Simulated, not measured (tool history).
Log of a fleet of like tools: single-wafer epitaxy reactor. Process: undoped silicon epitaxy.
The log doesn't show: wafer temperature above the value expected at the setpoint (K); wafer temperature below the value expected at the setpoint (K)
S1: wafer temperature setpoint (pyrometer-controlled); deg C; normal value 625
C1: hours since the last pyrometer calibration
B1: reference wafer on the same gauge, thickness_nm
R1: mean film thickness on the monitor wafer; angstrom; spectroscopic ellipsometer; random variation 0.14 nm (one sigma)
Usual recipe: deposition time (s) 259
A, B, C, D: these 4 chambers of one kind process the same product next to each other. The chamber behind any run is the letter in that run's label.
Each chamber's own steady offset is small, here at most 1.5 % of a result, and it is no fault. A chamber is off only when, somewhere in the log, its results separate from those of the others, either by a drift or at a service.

{"run": "1C", "hour": 6.3, "S1": 625, "deposition time (s)": 259, "C1": 284.2, "B1": 21.388, "R1": 245.39}
{"run": "2A", "hour": 11.7, "S1": 625, "deposition time (s)": 259, "C1": 587.7, "B1": 21.445, "R1": 250.26}
{"run": "3B", "hour": 16.7, "S1": 625, "deposition time (s)": 259, "C1": 2697.4, "B1": 21.394, "R1": 243.66}
{"run": "4D", "hour": 21.6, "S1": 625, "deposition time (s)": 259, "C1": 673.7, "B1": 21.383, "R1": 249.72}
{"run": "5A", "hour": 26.0, "S1": 625, "deposition time (s)": 259, "C1": 602.0, "B1": 21.413, "R1": 249.2}
{"run": "6C", "hour": 29.7, "S1": 625, "deposition time (s)": 259, "C1": 307.6, "B1": 21.409, "R1": 244.16}
{"run": "7B", "hour": 34.9, "S1": 625, "deposition time (s)": 259, "C1": 2715.6, "B1": 21.423, "R1": 244.78}
{"hour": 37.7, "done": "chamber B: pyrometer calibrated"}
{"run": "8D", "hour": 37.8, "S1": 639, "deposition time (s)": 234, "C1": 689.9, "B1": 21.391, "R1": 309.0}
{"run": "9A", "hour": 40.7, "S1": 639, "deposition time (s)": 234, "C1": 616.7, "B1": 21.412, "R1": 306.07}
{"run": "10D", "hour": 45.2, "S1": 639, "deposition time (s)": 234, "C1": 697.3, "B1": 21.394, "R1": 305.83}
{"run": "11C", "hour": 49.5, "S1": 639, "deposition time (s)": 234, "C1": 327.4, "B1": 21.381, "R1": 302.26}
{"run": "12B", "hour": 54.9, "S1": 625, "deposition time (s)": 259, "C1": 17.3, "B1": 21.409, "R1": 226.97}
{"run": "13B", "hour": 59.3, "S1": 625, "deposition time (s)": 259, "C1": 21.7, "B1": 21.369, "R1": 227.26}
{"run": "14A", "hour": 64.5, "S1": 625, "deposition time (s)": 259, "C1": 640.5, "B1": 21.423, "R1": 250.2}
{"run": "15C", "hour": 69.9, "S1": 625, "deposition time (s)": 259, "C1": 347.8, "B1": 21.407, "R1": 244.87}
{"run": "16D", "hour": 75.6, "S1": 625, "deposition time (s)": 259, "C1": 727.7, "B1": 21.4, "R1": 246.59}
{"run": "17D", "hour": 79.6, "S1": 625, "deposition time (s)": 259, "C1": 731.7, "B1": 21.45, "R1": 248.32}
{"run": "18B", "hour": 83.7, "S1": 625, "deposition time (s)": 259, "C1": 46.1, "B1": 21.407, "R1": 227.35}
{"run": "19C", "hour": 89.2, "S1": 614, "deposition time (s)": 227, "C1": 367.1, "B1": 21.393, "R1": 166.75}
{"run": "20A", "hour": 95.6, "S1": 614, "deposition time (s)": 227, "C1": 671.6, "B1": 21.425, "R1": 168.41}
{"run": "21A", "hour": 100.3, "S1": 614, "deposition time (s)": 227, "C1": 676.3, "B1": 21.409, "R1": 168.93}
{"run": "22B", "hour": 104.1, "S1": 614, "deposition time (s)": 227, "C1": 66.5, "B1": 21.396, "R1": 154.44}
{"run": "23C", "hour": 107.8, "S1": 625, "deposition time (s)": 259, "C1": 385.7, "B1": 21.408, "R1": 245.4}
{"run": "24D", "hour": 113.8, "S1": 625, "deposition time (s)": 259, "C1": 765.9, "B1": 21.4, "R1": 247.63}
{"run": "25D", "hour": 117.3, "S1": 625, "deposition time (s)": 259, "C1": 769.4, "B1": 21.384, "R1": 249.52}

The same settings go to every chamber for the next run, one line per chamber below. Forecast the results for each:
{"run": "26A", "hour": 121.9, "S1": 625, "deposition time (s)": 259, "R1": "?"}
{"run": "26B", "hour": 121.9, "S1": 625, "deposition time (s)": 259, "R1": "?"}
{"run": "26C", "hour": 121.9, "S1": 625, "deposition time (s)": 259, "R1": "?"}
{"run": "26D", "hour": 121.9, "S1": 625, "deposition time (s)": 259, "R1": "?"}

run=26A R1=248.63
run=26B R1=227.04
run=26C R1=243.38
run=26D R1=246.51
